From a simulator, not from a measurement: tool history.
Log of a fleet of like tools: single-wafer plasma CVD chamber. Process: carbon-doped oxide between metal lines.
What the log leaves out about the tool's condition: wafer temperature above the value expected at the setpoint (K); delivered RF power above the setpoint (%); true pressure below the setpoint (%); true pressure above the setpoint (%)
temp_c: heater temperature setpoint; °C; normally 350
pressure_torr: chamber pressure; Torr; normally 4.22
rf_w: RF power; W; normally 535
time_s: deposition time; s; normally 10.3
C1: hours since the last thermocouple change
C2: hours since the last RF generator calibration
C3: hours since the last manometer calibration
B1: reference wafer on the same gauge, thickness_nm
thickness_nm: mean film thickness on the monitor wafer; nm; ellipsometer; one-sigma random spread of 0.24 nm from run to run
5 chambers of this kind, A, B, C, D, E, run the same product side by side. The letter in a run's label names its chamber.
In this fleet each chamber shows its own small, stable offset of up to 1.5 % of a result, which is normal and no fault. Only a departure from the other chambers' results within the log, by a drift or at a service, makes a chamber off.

-- hour=3.6 chamber E: RF generator calibrated
run 1A hour=4.9 | temp_c=350 pressure_torr=4.22 rf_w=535 time_s=10.3 | C1=469.5 C2=1239.4 C3=288.2 | B1=50.223 | thickness_nm=54.178
run 2C hour=9.4 | temp_c=350 pressure_torr=4.22 rf_w=535 time_s=10.3 | C1=531.7 C2=1127.3 C3=1592.7 | B1=50.224 | thickness_nm=54.543
run 3D hour=15.9 | temp_c=350 pressure_torr=4.22 rf_w=535 time_s=10.3 | C1=142 C2=29.4 C3=2718.4 | B1=50.196 | thickness_nm=54.439
run 4E hour=21.9 | temp_c=350 pressure_torr=4.22 rf_w=535 time_s=10.3 | C1=338.5 C2=18.4 C3=290.4 | B1=50.167 | thickness_nm=54.036
run 5B hour=26.1 | temp_c=350 pressure_torr=4.22 rf_w=535 time_s=10.3 | C1=600.5 C2=658.6 C3=1528.2 | B1=50.172 | thickness_nm=54.903
run 6B hour=32.1 | temp_c=350 pressure_torr=4.22 rf_w=535 time_s=10.3 | C1=606.5 C2=664.6 C3=1534.2 | B1=50.185 | thickness_nm=55.738
run 7A hour=37.2 | temp_c=350 pressure_torr=4.22 rf_w=535 time_s=10.3 | C1=501.8 C2=1271.7 C3=320.5 | B1=50.191 | thickness_nm=55.317
run 8D hour=41.2 | temp_c=350 pressure_torr=4.22 rf_w=535 time_s=10.3 | C1=167.3 C2=54.7 C3=2743.7 | B1=50.206 | thickness_nm=54.306
run 9C hour=47.7 | temp_c=350 pressure_torr=4.22 rf_w=535 time_s=10.3 | C1=570 C2=1165.6 C3=1631 | B1=50.174 | thickness_nm=54.407
run 10E hour=54 | temp_c=350 pressure_torr=4.22 rf_w=535 time_s=10.3 | C1=370.6 C2=50.5 C3=322.5 | B1=50.194 | thickness_nm=54.026
run 11B hour=60.2 | temp_c=350 pressure_torr=4.22 rf_w=535 time_s=10.3 | C1=634.6 C2=692.7 C3=1562.3 | B1=50.21 | thickness_nm=55.097
run 12A hour=64.4 | temp_c=350 pressure_torr=4.22 rf_w=535 time_s=10.3 | C1=529 C2=1298.9 C3=347.7 | B1=50.203 | thickness_nm=54.452
run 13C hour=68.7 | temp_c=350 pressure_torr=4.22 rf_w=535 time_s=10.3 | C1=591 C2=1186.6 C3=1652 | B1=50.205 | thickness_nm=54.359
run 14D hour=74.9 | temp_c=350 pressure_torr=4.22 rf_w=535 time_s=10.3 | C1=201 C2=88.4 C3=2777.4 | B1=50.214 | thickness_nm=54.711
run 15E hour=80.9 | temp_c=350 pressure_torr=4.22 rf_w=535 time_s=10.3 | C1=397.5 C2=77.4 C3=349.4 | B1=50.156 | thickness_nm=53.909
run 16C hour=86.2 | temp_c=350 pressure_torr=4.22 rf_w=535 time_s=10.3 | C1=608.5 C2=1204.1 C3=1669.5 | B1=50.223 | thickness_nm=54.591
run 17E hour=90.3 | temp_c=350 pressure_torr=4.22 rf_w=535 time_s=10.3 | C1=406.9 C2=86.8 C3=358.8 | B1=50.235 | thickness_nm=53.774
run 18D hour=96.7 | temp_c=350 pressure_torr=4.22 rf_w=535 time_s=10.3 | C1=222.8 C2=110.2 C3=2799.2 | B1=50.198 | thickness_nm=54.894
run 19B hour=103.2 | temp_c=350 pressure_torr=4.22 rf_w=535 time_s=10.3 | C1=677.6 C2=735.7 C3=1605.3 | B1=50.218 | thickness_nm=54.98
run 20A hour=108.4 | temp_c=350 pressure_torr=4.22 rf_w=535 time_s=10.3 | C1=573 C2=1342.9 C3=391.7 | B1=50.251 | thickness_nm=54.625
run 21A hour=115.5 | temp_c=350 pressure_torr=4.22 rf_w=535 time_s=10.3 | C1=580.1 C2=1350 C3=398.8 | B1=50.233 | thickness_nm=54.682
run 22B hour=120.5 | temp_c=350 pressure_torr=4.22 rf_w=535 time_s=10.3 | C1=694.9 C2=753 C3=1622.6 | B1=50.24 | thickness_nm=54.833
run 23E hour=127.3 | temp_c=350 pressure_torr=4.22 rf_w=535 time_s=10.3 | C1=443.9 C2=123.8 C3=395.8 | B1=50.174 | thickness_nm=54.02
run 24D hour=131.7 | temp_c=350 pressure_torr=4.22 rf_w=535 time_s=10.3 | C1=257.8 C2=145.2 C3=2834.2 | B1=50.227 | thickness_nm=55.091
run 25C hour=136.6 | temp_c=340 pressure_torr=3.26 rf_w=535 time_s=10.3 | C1=658.9 C2=1254.5 C3=1719.9 | B1=50.185 | thickness_nm=54.369
run 26B hour=144.1 | temp_c=340 pressure_torr=3.26 rf_w=535 time_s=10.3 | C1=718.5 C2=776.6 C3=1646.2 | B1=50.189 | thickness_nm=54.842
run 27C hour=151.2 | temp_c=340 pressure_torr=3.26 rf_w=535 time_s=10.3 | C1=673.5 C2=1269.1 C3=1734.5 | B1=50.202 | thickness_nm=54.233
run 28E hour=157.5 | temp_c=340 pressure_torr=3.26 rf_w=535 time_s=10.3 | C1=474.1 C2=154 C3=426 | B1=50.209 | thickness_nm=53.863
run 29A hour=162 | temp_c=340 pressure_torr=3.26 rf_w=535 time_s=10.3 | C1=626.6 C2=1396.5 C3=445.3 | B1=50.184 | thickness_nm=54.579
run 30D hour=166.2 | temp_c=350 pressure_torr=4.22 rf_w=535 time_s=10.3 | C1=292.3 C2=179.7 C3=2868.7 | B1=50.154 | thickness_nm=54.371
run 31E hour=170.8 | temp_c=350 pressure_torr=4.22 rf_w=535 time_s=10.3 | C1=487.4 C2=167.3 C3=439.3 | B1=50.161 | thickness_nm=53.72

All chambers now run identical settings, listed one chamber a line with results as question marks. What results will each chamber show?
run 32A hour=176.3 | temp_c=350 pressure_torr=4.22 rf_w=535 time_s=10.3 | thickness_nm=?
run 32B hour=176.3 | temp_c=350 pressure_torr=4.22 rf_w=535 time_s=10.3 | thickness_nm=?
run 32C hour=176.3 | temp_c=350 pressure_torr=4.22 rf_w=535 time_s=10.3 | thickness_nm=?
run 32D hour=176.3 | temp_c=350 pressure_torr=4.22 rf_w=535 time_s=10.3 | thickness_nm=?
run 32E hour=176.3 | temp_c=350 pressure_torr=4.22 rf_w=535 time_s=10.3 | thickness_nm=?

run=32A thickness_nm=54.828
run=32B thickness_nm=55.044
run=32C thickness_nm=54.468
run=32D thickness_nm=54.468
run=32E thickness_nm=53.655
